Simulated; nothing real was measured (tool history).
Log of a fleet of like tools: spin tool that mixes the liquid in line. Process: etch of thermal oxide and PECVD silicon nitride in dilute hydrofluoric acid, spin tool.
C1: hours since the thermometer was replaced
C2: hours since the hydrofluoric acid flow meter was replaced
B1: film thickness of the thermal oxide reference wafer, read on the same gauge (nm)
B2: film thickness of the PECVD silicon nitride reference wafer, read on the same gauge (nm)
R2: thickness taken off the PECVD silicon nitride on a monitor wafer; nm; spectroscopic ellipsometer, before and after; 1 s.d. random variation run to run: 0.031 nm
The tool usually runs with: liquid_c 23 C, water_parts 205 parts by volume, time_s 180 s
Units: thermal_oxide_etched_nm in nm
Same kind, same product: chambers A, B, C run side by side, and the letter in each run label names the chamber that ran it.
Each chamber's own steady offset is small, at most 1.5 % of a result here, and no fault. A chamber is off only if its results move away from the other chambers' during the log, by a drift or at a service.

{"run": "1A", "day": 0.188, "liquid_c": 23, "water_parts": 205, "time_s": 180, "C1": 300.8, "C2": 1142.1, "B1": 89.966, "B2": 89.982, "thermal_oxide_etched_nm": 3.4688, "R2": 1.3883}
{"run": "2C", "day": 0.342, "liquid_c": 23, "water_parts": 205, "time_s": 180, "C1": 283.5, "C2": 156.1, "B1": 90.003, "B2": 90.004, "thermal_oxide_etched_nm": 3.4965, "R2": 1.4004}
{"run": "3B", "day": 0.571, "liquid_c": 23, "water_parts": 205, "time_s": 180, "C1": 843.6, "C2": 607.9, "B1": 90.002, "B2": 89.995, "thermal_oxide_etched_nm": 3.4872, "R2": 1.3541}
{"run": "4A", "day": 0.7, "liquid_c": 23, "water_parts": 205, "time_s": 180, "C1": 313.1, "C2": 1154.4, "B1": 89.966, "B2": 89.989, "thermal_oxide_etched_nm": 3.5111, "R2": 1.3796}
{"run": "5C", "day": 0.833, "liquid_c": 23, "water_parts": 205, "time_s": 180, "C1": 295.3, "C2": 167.9, "B1": 90.032, "B2": 89.968, "thermal_oxide_etched_nm": 3.5253, "R2": 1.4605}
{"run": "6B", "day": 0.979, "liquid_c": 23, "water_parts": 205, "time_s": 180, "C1": 853.4, "C2": 617.7, "B1": 90.009, "B2": 89.985, "thermal_oxide_etched_nm": 3.5191, "R2": 1.3998}
{"run": "7A", "day": 1.2, "liquid_c": 23, "water_parts": 205, "time_s": 180, "C1": 325.1, "C2": 1166.4, "B1": 90.027, "B2": 90.015, "thermal_oxide_etched_nm": 3.4721, "R2": 1.4181}
{"run": "8B", "day": 1.408, "liquid_c": 23, "water_parts": 205, "time_s": 180, "C1": 863.7, "C2": 628, "B1": 90.029, "B2": 89.993, "thermal_oxide_etched_nm": 3.5818, "R2": 1.39}
{"run": "9C", "day": 1.538, "liquid_c": 23, "water_parts": 205, "time_s": 180, "C1": 312.2, "C2": 184.8, "B1": 89.969, "B2": 90.033, "thermal_oxide_etched_nm": 3.4243, "R2": 1.383}
{"run": "10C", "day": 1.7, "liquid_c": 23, "water_parts": 205, "time_s": 180, "C1": 316.1, "C2": 188.7, "B1": 90.008, "B2": 89.995, "thermal_oxide_etched_nm": 3.4767, "R2": 1.4491}
{"run": "11B", "day": 1.871, "liquid_c": 23, "water_parts": 205, "time_s": 180, "C1": 874.8, "C2": 639.1, "B1": 90.012, "B2": 90.003, "thermal_oxide_etched_nm": 3.5088, "R2": 1.3592}
{"run": "12A", "day": 2.008, "liquid_c": 23, "water_parts": 205, "time_s": 180, "C1": 344.5, "C2": 1185.8, "B1": 90.035, "B2": 89.956, "thermal_oxide_etched_nm": 3.4792, "R2": 1.3337}
{"run": "13C", "day": 2.171, "liquid_c": 23, "water_parts": 205, "time_s": 180, "C1": 327.4, "C2": 200, "B1": 90.03, "B2": 90.015, "thermal_oxide_etched_nm": 3.4035, "R2": 1.4339}
{"run": "14A", "day": 2.388, "liquid_c": 23, "water_parts": 205, "time_s": 180, "C1": 353.6, "C2": 1194.9, "B1": 89.983, "B2": 89.965, "thermal_oxide_etched_nm": 3.4612, "R2": 1.4316}
{"run": "15B", "day": 2.583, "liquid_c": 23, "water_parts": 205, "time_s": 180, "C1": 891.9, "C2": 656.2, "B1": 90.006, "B2": 89.969, "thermal_oxide_etched_nm": 3.5136, "R2": 1.3649}
{"run": "16B", "day": 2.721, "liquid_c": 23, "water_parts": 205, "time_s": 180, "C1": 895.2, "C2": 659.5, "B1": 89.954, "B2": 89.965, "thermal_oxide_etched_nm": 3.4572, "R2": 1.402}
{"run": "17C", "day": 2.85, "liquid_c": 23, "water_parts": 205, "time_s": 180, "C1": 343.7, "C2": 216.3, "B1": 89.989, "B2": 90.03, "thermal_oxide_etched_nm": 3.4482, "R2": 1.4058}
{"run": "18A", "day": 3.046, "liquid_c": 23, "water_parts": 205, "time_s": 180, "C1": 369.4, "C2": 1210.7, "B1": 89.985, "B2": 90.03, "thermal_oxide_etched_nm": 3.465, "R2": 1.409}
{"run": "19A", "day": 3.258, "liquid_c": 25, "water_parts": 205, "time_s": 80, "C1": 374.5, "C2": 1215.8, "B1": 89.971, "B2": 90.061, "thermal_oxide_etched_nm": 1.6715, "R2": 0.70832}
{"run": "20C", "day": 3.492, "liquid_c": 25, "water_parts": 205, "time_s": 80, "C1": 359.1, "C2": 231.7, "B1": 89.981, "B2": 90.041, "thermal_oxide_etched_nm": 1.62, "R2": 0.7}
{"run": "21B", "day": 3.633, "liquid_c": 25, "water_parts": 205, "time_s": 80, "C1": 917.1, "C2": 681.4, "B1": 90.021, "B2": 89.967, "thermal_oxide_etched_nm": 1.6912, "R2": 0.69126}
{"run": "22B", "day": 3.829, "liquid_c": 23, "water_parts": 205, "time_s": 180, "C1": 921.8, "C2": 686.1, "B1": 89.965, "B2": 90.022, "thermal_oxide_etched_nm": 3.5376, "R2": 1.4178}
{"run": "23C", "day": 4.017, "liquid_c": 23, "water_parts": 205, "time_s": 280, "C1": 371.7, "C2": 244.3, "B1": 89.997, "B2": 89.964, "thermal_oxide_etched_nm": 5.2685, "R2": 2.0924}
{"run": "24A", "day": 4.188, "liquid_c": 23, "water_parts": 205, "time_s": 280, "C1": 396.8, "C2": 1238.1, "B1": 90.023, "B2": 89.963, "thermal_oxide_etched_nm": 5.3316, "R2": 2.1193}
{"run": "25A", "day": 4.296, "liquid_c": 23, "water_parts": 205, "time_s": 280, "C1": 399.4, "C2": 1240.7, "B1": 90.002, "B2": 89.994, "thermal_oxide_etched_nm": 5.4397, "R2": 2.1888}
{"run": "26C", "day": 4.396, "liquid_c": 23, "water_parts": 205, "time_s": 180, "C1": 380.8, "C2": 253.4, "B1": 89.956, "B2": 89.997, "thermal_oxide_etched_nm": 3.3051, "R2": 1.3647}
{"run": "27B", "day": 4.55, "liquid_c": 23, "water_parts": 205, "time_s": 180, "C1": 939.1, "C2": 703.4, "B1": 90.027, "B2": 90.077, "thermal_oxide_etched_nm": 3.5548, "R2": 1.4372}
{"run": "28C", "day": 4.658, "liquid_c": 23, "water_parts": 205, "time_s": 180, "C1": 387.1, "C2": 259.7, "B1": 89.978, "B2": 90, "thermal_oxide_etched_nm": 3.3156, "R2": 1.3647}
{"run": "29B", "day": 4.858, "liquid_c": 23, "water_parts": 205, "time_s": 180, "C1": 946.5, "C2": 710.8, "B1": 90.003, "B2": 89.975, "thermal_oxide_etched_nm": 3.5106, "R2": 1.4018}
{"run": "30A", "day": 4.988, "liquid_c": 23, "water_parts": 130, "time_s": 145, "C1": 416, "C2": 1257.3, "B1": 89.995, "B2": 90.029, "thermal_oxide_etched_nm": 4.8774, "R2": 1.8045}
{"run": "31B", "day": 5.2, "liquid_c": 23, "water_parts": 130, "time_s": 145, "C1": 954.7, "C2": 719, "B1": 89.963, "B2": 90.001, "thermal_oxide_etched_nm": 4.8289, "R2": 1.7439}
{"run": "32A", "day": 5.342, "liquid_c": 23, "water_parts": 130, "time_s": 145, "C1": 424.5, "C2": 1265.8, "B1": 89.973, "B2": 89.921, "thermal_oxide_etched_nm": 4.8759, "R2": 1.8097}
{"run": "33C", "day": 5.542, "liquid_c": 19, "water_parts": 205, "time_s": 180, "C1": 408.3, "C2": 280.9, "B1": 90.007, "B2": 89.993, "thermal_oxide_etched_nm": 2.8016, "R2": 1.0475}
{"run": "34B", "day": 5.65, "liquid_c": 19, "water_parts": 205, "time_s": 180, "C1": 965.5, "C2": 729.8, "B1": 90.045, "B2": 89.999, "thermal_oxide_etched_nm": 3.0283, "R2": 1.0626}
{"run": "35C", "day": 5.879, "liquid_c": 19, "water_parts": 205, "time_s": 180, "C1": 416.4, "C2": 289, "B1": 89.933, "B2": 90.003, "thermal_oxide_etched_nm": 2.7457, "R2": 1.029}
{"run": "36A", "day": 6.008, "liquid_c": 23, "water_parts": 205, "time_s": 180, "C1": 440.5, "C2": 1281.8, "B1": 90.029, "B2": 89.945, "thermal_oxide_etched_nm": 3.5035, "R2": 1.3171}
{"run": "37A", "day": 6.175, "liquid_c": 23, "water_parts": 205, "time_s": 180, "C1": 444.5, "C2": 1285.8, "B1": 90.023, "B2": 89.997, "thermal_oxide_etched_nm": 3.4724, "R2": 1.4059}
{"run": "38C", "day": 6.408, "liquid_c": 23, "water_parts": 205, "time_s": 180, "C1": 429.1, "C2": 301.7, "B1": 89.999, "B2": 89.999, "thermal_oxide_etched_nm": 3.1909, "R2": 1.3333}
{"run": "39B", "day": 6.542, "liquid_c": 27.5, "water_parts": 205, "time_s": 180, "C1": 986.9, "C2": 751.2, "B1": 89.987, "B2": 90.027, "thermal_oxide_etched_nm": 4.15, "R2": 1.8258}
{"run": "40A", "day": 6.679, "liquid_c": 27.5, "water_parts": 205, "time_s": 180, "C1": 456.6, "C2": 1297.9, "B1": 90.011, "B2": 90.019, "thermal_oxide_etched_nm": 4.1016, "R2": 1.851}

One chamber off, gauge drift, or nothing amiss beyond the chambers' own small offsets? If it is a chamber, which one, and what is the likeliest cause?

Little by little, chamber C moves away from the other chambers.
Cause: hydrofluoric acid flow below the setpoint (%) = 7.54.

Below are 4 candidate recipes for chamber C's next run, each the usual settings with a change, their results shown as question marks. Which of them brings C's results back in line with what the other chambers give on the usual settings?
To be in line, a result may differ from the other chambers' mean on the usual settings by at most: thermal_oxide_etched_nm 0.1 nm; R2 0.11 nm
{"run": "41C-1", "day": 6.846, "liquid_c": 23.5, "water_parts": 215, "time_s": 180, "thermal_oxide_etched_nm": "?", "R2": "?"}
{"run": "41C-2", "day": 6.846, "liquid_c": 22.5, "water_parts": 190, "time_s": 185, "thermal_oxide_etched_nm": "?", "R2": "?"}
{"run": "41C-3", "day": 6.846, "liquid_c": 23.5, "water_parts": 220, "time_s": 175, "thermal_oxide_etched_nm": "?", "R2": "?"}
{"run": "41C-4", "day": 6.846, "liquid_c": 22.5, "water_parts": 195, "time_s": 180, "thermal_oxide_etched_nm": "?", "R2": "?"}

The mean the other chambers reach with the usual settings: thermal_oxide_etched_nm 3.4976 nm; R2 1.3938 nm
run=41C-1 thermal_oxide_etched_nm=3.029 R2=1.2846
run=41C-2 thermal_oxide_etched_nm=3.4895 R2=1.3992
run=41C-3 thermal_oxide_etched_nm=2.8621 R2=1.2209
run=41C-4 thermal_oxide_etched_nm=3.2899 R2=1.3271
The right change is 41C-2: it brings the chamber back within the allowed miss of the others.
